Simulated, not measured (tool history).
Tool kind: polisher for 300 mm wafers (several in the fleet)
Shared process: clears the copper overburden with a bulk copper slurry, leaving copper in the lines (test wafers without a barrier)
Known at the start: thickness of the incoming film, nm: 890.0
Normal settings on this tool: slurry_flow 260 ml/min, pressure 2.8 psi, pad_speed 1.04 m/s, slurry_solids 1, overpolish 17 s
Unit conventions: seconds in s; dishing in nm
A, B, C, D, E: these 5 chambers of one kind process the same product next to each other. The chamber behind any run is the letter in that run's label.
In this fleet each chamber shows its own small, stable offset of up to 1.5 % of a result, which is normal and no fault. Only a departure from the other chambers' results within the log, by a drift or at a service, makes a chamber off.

run,hour,slurry_flow,pressure,pad_speed,slurry_solids,overpolish,seconds,dishing
# hour 6.9: chamber A: worn pad replaced by a new one
1D,9.5,260,2.8,1.04,1,17,96.181,70.165
# hour 13.0: chamber C: worn pad replaced by a new one
2A,16.1,260,2.8,1.04,1,17,98.284,68.746
3C,23.7,260,2.8,1.04,1,17,100.220,69.582
4E,32.1,260,2.8,1.04,1,17,103.020,69.427
# hour 38.7: chamber E: worn pad replaced by a new one
5B,40.3,260,2.8,1.04,1,17,100.440,67.818
6B,44.7,260,2.8,1.04,1,17,98.244,65.908
7A,50.0,260,2.8,1.04,1,17,98.891,68.627
# hour 50.3: chamber E: slurry blender recalibrated
8C,58.2,260,2.8,1.04,1,17,97.285,65.871
9E,65.6,260,3.7,1.04,1,21,73.089,86.524
10D,73.2,260,3.7,1.04,1,21,73.284,88.620
11A,81.2,260,3.7,1.04,1,21,76.117,85.638
# hour 82.6: chamber B: slurry blender recalibrated
12C,87.4,260,3.7,1.04,1,21,75.432,87.636
# hour 89.4: chamber A: worn pad replaced by a new one
13B,94.6,260,3.7,1.04,1,21,77.768,85.486
14D,100.8,260,2.8,1.04,1,17,97.998,67.661
15E,110.2,260,2.8,1.04,1,17,100.350,68.003
16D,116.8,260,2.8,1.04,1,17,96.588,68.169
17C,121.5,260,2.8,1.04,1,17,100.390,64.438
# hour 124.4: chamber E: worn pad replaced by a new one
18A,126.4,260,2.8,1.04,1,17,100.660,66.796
19B,133.7,260,2.8,1.04,1,17,106.610,68.054
# hour 138.2: chamber B: slurry nozzle cleaned
# hour 138.7: chamber D: worn pad replaced by a new one
20E,140.8,260,2.8,1.04,1,17,102.920,66.215
21B,145.1,260,2.8,1.04,1,17,102.640,66.018
22C,151.1,260,2.8,1.04,1,17,100.370,68.219
23D,158.9,210,2.8,1.04,1,17,98.598,67.622
24A,164.7,210,2.8,1.04,1,17,103.150,67.816
# hour 165.7: chamber A: worn pad replaced by a new one
# hour 168.2: chamber C: slurry blender recalibrated
25E,170.3,210,2.8,1.04,1,17,106.020,67.711
26A,175.6,210,2.8,1.04,1,17,102.890,64.289
27D,182.9,210,2.8,1.04,1,17,100.510,68.306
28C,192.8,260,2.8,1.04,1,17,97.700,68.867
# hour 193.3: chamber C: worn pad replaced by a new one
# hour 196.1: chamber D: slurry nozzle cleaned
29B,202.7,260,2.8,1.04,1,17,110.440,64.385
30E,207.5,260,2.8,1.04,1,17,98.786,68.303
31E,213.2,260,2.8,1.04,1,17,101.100,66.518
32D,223.0,260,2.8,1.04,1,17,94.904,66.559
33A,230.2,260,2.8,1.04,1,17,100.040,67.401
34C,238.4,260,2.8,1.04,1,17,99.031,66.498
35B,243.5,260,2.8,1.04,1,17,111.370,62.061

Read the log: is a single chamber off, either drifting away or since a service, is the gauge that measures every chamber drifting, or is nothing wrong beyond small per-chamber offsets? Name any odd chamber and what most likely caused it.

Little by little, chamber B moves away from the other chambers.
Most likely cause: removal rate lost through wear of the pad, % = 11.8.
The log may not tell that from: head's pressure below its setpoint, %.

Which of the 4 candidates below, each the usual settings with something changed and its results left as question marks, puts chamber B back in line with what the other chambers give on the usual settings?
Counts as in line when no further than this from what the other chambers average on the usual settings: seconds 5.300 s; dishing 5.000 nm
36B-1,250.8,260,2.6,0.98,1,18,?,?
36B-2,250.8,255,2.5,0.92,1,18,?,?
36B-3,250.8,265,3.2,1.18,1,16,?,?
36B-4,250.8,260,3.0,1.10,1,16,?,?

What the other chambers average on the usual settings: seconds 99.405 s; dishing 67.806 nm
run,seconds,dishing
36B-1,130.200,60.505
36B-2,144.690,56.656
36B-3,87.346,72.203
36B-4,100.270,66.764
36B-4 puts the chamber back in line with the other chambers.
